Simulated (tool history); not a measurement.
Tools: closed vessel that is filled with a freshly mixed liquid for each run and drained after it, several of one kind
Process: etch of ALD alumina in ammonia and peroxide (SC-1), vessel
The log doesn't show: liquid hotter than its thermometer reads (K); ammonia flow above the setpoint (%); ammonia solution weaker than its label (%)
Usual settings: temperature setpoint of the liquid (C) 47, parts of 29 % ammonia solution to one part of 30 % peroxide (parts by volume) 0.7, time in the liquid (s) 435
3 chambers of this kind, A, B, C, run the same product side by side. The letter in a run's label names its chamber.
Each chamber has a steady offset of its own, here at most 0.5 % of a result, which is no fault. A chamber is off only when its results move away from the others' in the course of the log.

run	day	temperature setpoint of the liquid (C)	parts of 29 % ammonia solution to one part of 30 % peroxide (parts by volume)	time in the liquid (s)	hours since the thermometer was replaced	hours since the ammonia flow meter was replaced	hours since the drum of ammonia solution was connected	read-back film thickness of the ALD alumina reference wafer, read on the same gauge (nm)	thickness taken off the ALD alumina on a monitor wafer (angstrom)
1C	0.196	47	0.7	435	637.1	867.4	577.3	130.00	200.40
2A	0.458	47	0.7	435	515.5	329.5	121.6	129.99	198.67
3B	0.675	47	0.7	435	46.8	382.5	349.6	130.00	198.17
4C	1.096	47	0.7	435	658.7	889.0	598.9	130.01	198.80
5A	1.321	38	0.7	435	536.2	350.2	142.3	130.01	117.60
6B	1.554	38	0.7	435	67.9	403.6	370.7	130.00	118.73
7B	1.833	38	0.7	435	74.6	410.3	377.4	130.01	118.46
8A	2.258	47	0.7	435	558.7	372.7	164.8	130.01	198.74
9C	2.575	47	0.7	435	694.2	924.5	634.4	129.98	200.90
10C	2.767	47	0.7	435	698.8	929.1	639.0	130.00	201.05
11B	3.204	47	0.7	435	107.5	443.2	410.3	129.99	199.63
12A	3.433	47	1.0	550	586.9	400.9	193.0	129.99	260.91
13C	3.733	47	1.0	550	722.0	952.3	662.2	130.01	262.15
14A	3.929	47	1.0	550	598.8	412.8	204.9	130.00	259.23
15B	4.196	47	0.7	435	131.3	467.0	434.1	130.02	196.50
16C	4.542	47	0.7	435	741.4	971.7	681.6	130.00	200.73
17B	4.796	47	0.8	435	145.7	481.4	448.5	129.98	201.68
18A	5.225	47	0.8	435	629.9	443.9	236.0	130.00	201.85
19C	5.471	47	0.8	435	763.7	994.0	703.9	130.00	205.19
20A	5.862	47	0.7	435	645.2	459.2	251.3	129.98	199.96
21B	6.133	47	0.7	435	177.8	513.5	480.6	130.02	198.15
22B	6.421	47	0.7	435	184.7	520.4	487.5	130.00	197.81
# day 6.475: chamber C: new drum of ammonia solution connected
23A	6.667	47	0.7	435	664.5	478.5	270.6	130.02	197.66
24C	6.962	47	0.7	435	799.5	1029.8	11.8	129.99	204.08
25B	7.338	47	0.7	435	206.7	542.4	509.5	130.01	198.94
26C	7.750	47	0.7	435	818.4	1048.7	30.7	130.01	205.75

All 3 chambers run these settings next. Forecast each chamber's results:
27A	8.058	47	0.7	520					?
27B	8.058	47	0.7	520					?
27C	8.058	47	0.7	520					?

run	thickness taken off the ALD alumina on a monitor wafer (angstrom)
27A	237.65
27B	237.39
27C	246.94
